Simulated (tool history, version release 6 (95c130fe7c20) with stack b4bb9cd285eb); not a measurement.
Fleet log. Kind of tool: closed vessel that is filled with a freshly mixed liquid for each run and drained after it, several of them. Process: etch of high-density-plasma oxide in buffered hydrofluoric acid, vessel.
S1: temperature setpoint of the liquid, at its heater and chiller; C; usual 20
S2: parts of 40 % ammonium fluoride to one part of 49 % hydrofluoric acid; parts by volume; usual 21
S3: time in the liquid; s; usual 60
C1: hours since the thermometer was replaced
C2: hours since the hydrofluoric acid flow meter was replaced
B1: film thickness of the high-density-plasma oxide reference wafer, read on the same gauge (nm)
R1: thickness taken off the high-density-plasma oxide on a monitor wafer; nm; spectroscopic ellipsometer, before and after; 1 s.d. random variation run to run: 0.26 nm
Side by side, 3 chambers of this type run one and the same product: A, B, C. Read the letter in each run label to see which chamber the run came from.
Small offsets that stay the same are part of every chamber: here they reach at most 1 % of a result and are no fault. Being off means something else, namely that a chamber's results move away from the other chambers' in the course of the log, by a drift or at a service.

run 1C hour=12.1 | S1=20 S2=21 S3=60 | C1=366.1 C2=677.1 | B1=59.974 | R1=31.577
run 2A hour=21.6 | S1=20 S2=21 S3=60 | C1=688.5 C2=551.8 | B1=60.026 | R1=31.34
run 3B hour=32.6 | S1=20 S2=21 S3=60 | C1=186.7 C2=388.1 | B1=60.014 | R1=32.144
run 4B hour=40.9 | S1=20 S2=21 S3=60 | C1=195 C2=396.4 | B1=59.978 | R1=30.818
run 5A hour=52.3 | S1=20 S2=21 S3=60 | C1=719.2 C2=582.5 | B1=60.015 | R1=30.944
run 6C hour=59.2 | S1=20 S2=21 S3=60 | C1=413.2 C2=724.2 | B1=60.006 | R1=30.893
run 7B hour=70 | S1=20 S2=21 S3=60 | C1=224.1 C2=425.5 | B1=59.981 | R1=31.377
run 8C hour=77.4 | S1=20 S2=21 S3=60 | C1=431.4 C2=742.4 | B1=59.982 | R1=30.573
run 9A hour=83.7 | S1=20 S2=21 S3=60 | C1=750.6 C2=613.9 | B1=60.014 | R1=31.373
run 10A hour=97.8 | S1=17 S2=14.5 S3=60 | C1=764.7 C2=628 | B1=60.025 | R1=37.418
run 11B hour=104.4 | S1=17 S2=14.5 S3=60 | C1=258.5 C2=459.9 | B1=59.969 | R1=37.949
run 12C hour=111 | S1=17 S2=14.5 S3=60 | C1=465 C2=776 | B1=59.982 | R1=37.427
run 13C hour=124.2 | S1=20 S2=21 S3=60 | C1=478.2 C2=789.2 | B1=60.047 | R1=31.15
run 14A hour=132.1 | S1=20 S2=21 S3=60 | C1=799 C2=662.3 | B1=59.989 | R1=31.331
run 15B hour=144.5 | S1=20 S2=21 S3=60 | C1=298.6 C2=500 | B1=59.987 | R1=31.61
run 16C hour=156.3 | S1=20 S2=21 S3=60 | C1=510.3 C2=821.3 | B1=59.997 | R1=31.006
run 17B hour=169.1 | S1=20 S2=21 S3=60 | C1=323.2 C2=524.6 | B1=59.983 | R1=31.336
run 18A hour=182 | S1=20 S2=21 S3=60 | C1=848.9 C2=712.2 | B1=60.028 | R1=31.412
run 19A hour=190.8 | S1=20 S2=21 S3=60 | C1=857.7 C2=721 | B1=59.994 | R1=30.974
run 20B hour=198 | S1=20 S2=21 S3=60 | C1=352.1 C2=553.5 | B1=59.985 | R1=31.622
run 21C hour=208.2 | S1=20 S2=21 S3=60 | C1=562.2 C2=873.2 | B1=60.007 | R1=30.534
run 22A hour=214.8 | S1=20 S2=21 S3=60 | C1=881.7 C2=745 | B1=60.022 | R1=30.987
run 23B hour=224.1 | S1=20 S2=15.5 S3=30 | C1=378.2 C2=579.6 | B1=60.004 | R1=20.751
run 24C hour=234.3 | S1=20 S2=15.5 S3=30 | C1=588.3 C2=899.3 | B1=59.979 | R1=20.117
run 25B hour=241.4 | S1=20 S2=15.5 S3=30 | C1=395.5 C2=596.9 | B1=59.991 | R1=21.493
run 26C hour=250.3 | S1=20 S2=16 S3=60 | C1=604.3 C2=915.3 | B1=60.03 | R1=39.495
run 27A hour=256.9 | S1=20 S2=16 S3=60 | C1=923.8 C2=787.1 | B1=60.001 | R1=40.108
-- hour=258.4 chamber A: thermometer replaced
run 28B hour=268.1 | S1=20 S2=16 S3=60 | C1=422.2 C2=623.6 | B1=60 | R1=40.344
run 29A hour=277.2 | S1=20 S2=21 S3=60 | C1=18.8 C2=807.4 | B1=59.999 | R1=31.548
run 30C hour=287.9 | S1=20 S2=21 S3=60 | C1=641.9 C2=952.9 | B1=59.99 | R1=30.153
run 31A hour=298.6 | S1=20 S2=21 S3=60 | C1=40.2 C2=828.8 | B1=60.023 | R1=31.444
run 32B hour=307.7 | S1=20 S2=21 S3=60 | C1=461.8 C2=663.2 | B1=59.995 | R1=31.608
run 33C hour=319.6 | S1=20 S2=21 S3=60 | C1=673.6 C2=984.6 | B1=60.012 | R1=29.673
run 34A hour=330.4 | S1=20 S2=21 S3=60 | C1=72 C2=860.6 | B1=59.992 | R1=31.266
run 35C hour=342.7 | S1=20 S2=21 S3=60 | C1=696.7 C2=1007.7 | B1=59.984 | R1=29.661
run 36B hour=357 | S1=20 S2=23.5 S3=60 | C1=511.1 C2=712.5 | B1=60.021 | R1=29.139

Which is it: a chamber that has drifted or been left off by a service, a gauge drift common to all chambers, or only each chamber's usual small offset? If a chamber is off, name it and its likeliest cause.

Little by little, chamber C moves away from the other chambers.
What lies behind it: liquid colder than its thermometer reads (K) = 0.898.
The log may not separate it from: hydrofluoric acid flow below the setpoint (%).

Chamber C could run next with any of the 4 candidate recipes listed below; each alters the usual settings, and their results appear as question marks. Which one brings its results back in line with what the other chambers deliver on the usual settings?
A result is in line if it is within this distance of the other chambers' mean on the usual settings: R1 0.9 nm
run 37C-1 hour=367.3 | S1=19.5 S2=22 S3=60 | R1=?
run 37C-2 hour=367.3 | S1=20 S2=19.5 S3=60 | R1=?
run 37C-3 hour=367.3 | S1=22 S2=21 S3=60 | R1=?
run 37C-4 hour=367.3 | S1=18 S2=21 S3=60 | R1=?

Average result of the remaining chambers running the usual settings: R1 31.432 nm
run=37C-1 R1=27.633
run=37C-2 R1=31.149
run=37C-3 R1=32.848
run=37C-4 R1=26.203
The right change is 37C-2: it brings the chamber back within the allowed miss of the others.
